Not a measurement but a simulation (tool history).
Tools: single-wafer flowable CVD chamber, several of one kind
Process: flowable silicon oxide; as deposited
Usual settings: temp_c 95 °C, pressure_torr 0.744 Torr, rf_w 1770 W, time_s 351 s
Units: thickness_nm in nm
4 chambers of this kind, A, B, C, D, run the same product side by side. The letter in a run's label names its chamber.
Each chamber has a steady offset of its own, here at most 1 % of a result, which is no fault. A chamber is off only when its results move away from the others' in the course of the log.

run,day,temp_c,pressure_torr,rf_w,time_s,"read-back reference wafer on the same gauge, thickness_nm",thickness_nm
1B,0.271,95,0.744,1770,351,204.96,223.38
2A,0.612,95,0.744,1770,351,204.99,221.88
3C,0.867,95,0.744,1770,351,204.95,223.5
4D,1.15,95,0.744,1770,351,204.89,223.35
5C,1.333,95,0.744,1770,351,204.84,222.93
6D,1.696,100,0.744,1555,351,204.85,182.98
7A,2.004,100,0.744,1555,351,204.83,181.38
8B,2.304,100,0.744,1555,351,204.86,182.95
9A,2.521,100,0.744,1555,351,204.74,181.46
10D,2.842,95,0.744,1770,351,204.69,223.72
11C,3.142,102,0.744,1770,351,204.67,177.88
12B,3.342,102,0.744,1770,351,204.7,176.17
13A,3.646,102,0.744,1770,351,204.72,175.67
14D,3.862,102,0.744,1770,351,204.69,177.17
15B,4.238,95,0.744,1770,351,204.59,223.43
16C,4.583,95,0.744,1770,351,204.59,222.95
17A,4.792,95,0.744,1770,351,204.63,221.48
18B,5.142,90,0.744,1770,412,204.57,309.93
19D,5.312,90,0.744,1770,412,204.51,309.14
20C,5.588,90,0.744,1770,412,204.53,309.25
21C,5.825,90,0.744,1770,412,204.45,309.11
22D,5.996,95,0.744,1770,351,204.48,222.88
23B,6.375,95,0.744,1770,351,204.44,223.03
24A,6.671,95,0.744,1770,351,204.46,220.86
25D,7.029,95,0.744,1770,351,204.37,222.75
26A,7.242,95,0.744,1770,351,204.35,220.94
27B,7.625,95,0.744,1770,351,204.35,222.44
28C,7.833,95,0.744,1770,351,204.34,223.06
29A,8.125,95,0.744,1770,351,204.27,220.92
30B,8.471,95,0.744,1770,351,204.28,222.53
31D,8.679,95,0.841,1770,322,204.26,240.28
32C,8.917,95,0.841,1770,322,204.22,239.57
33D,9.288,95,0.841,1770,322,204.23,239.51
34B,9.471,95,0.841,1770,322,204.24,240.6
# day 9.621: chamber C: capacitance manometer re-zeroed and calibrated
35A,9.696,95,0.744,1770,351,204.17,221.12
36C,10.033,95,0.744,1770,351,204.16,223.11
37C,10.404,95,0.744,1770,351,204.13,222.31
38B,10.575,95,0.744,1770,351,204.09,223.03
39D,10.875,95,0.744,1770,351,204.1,222.85
40A,11.158,95,0.744,1770,351,204.1,220.51
41B,11.412,95,0.744,1605,351,203.97,216.55

All 4 chambers run these settings next. Forecast each chamber's results:
42A,11.688,95,0.744,1770,351,,?
42B,11.688,95,0.744,1770,351,,?
42C,11.688,95,0.744,1770,351,,?
42D,11.688,95,0.744,1770,351,,?

run,thickness_nm
42A,220.58
42B,222
42C,222.1
42D,222.42

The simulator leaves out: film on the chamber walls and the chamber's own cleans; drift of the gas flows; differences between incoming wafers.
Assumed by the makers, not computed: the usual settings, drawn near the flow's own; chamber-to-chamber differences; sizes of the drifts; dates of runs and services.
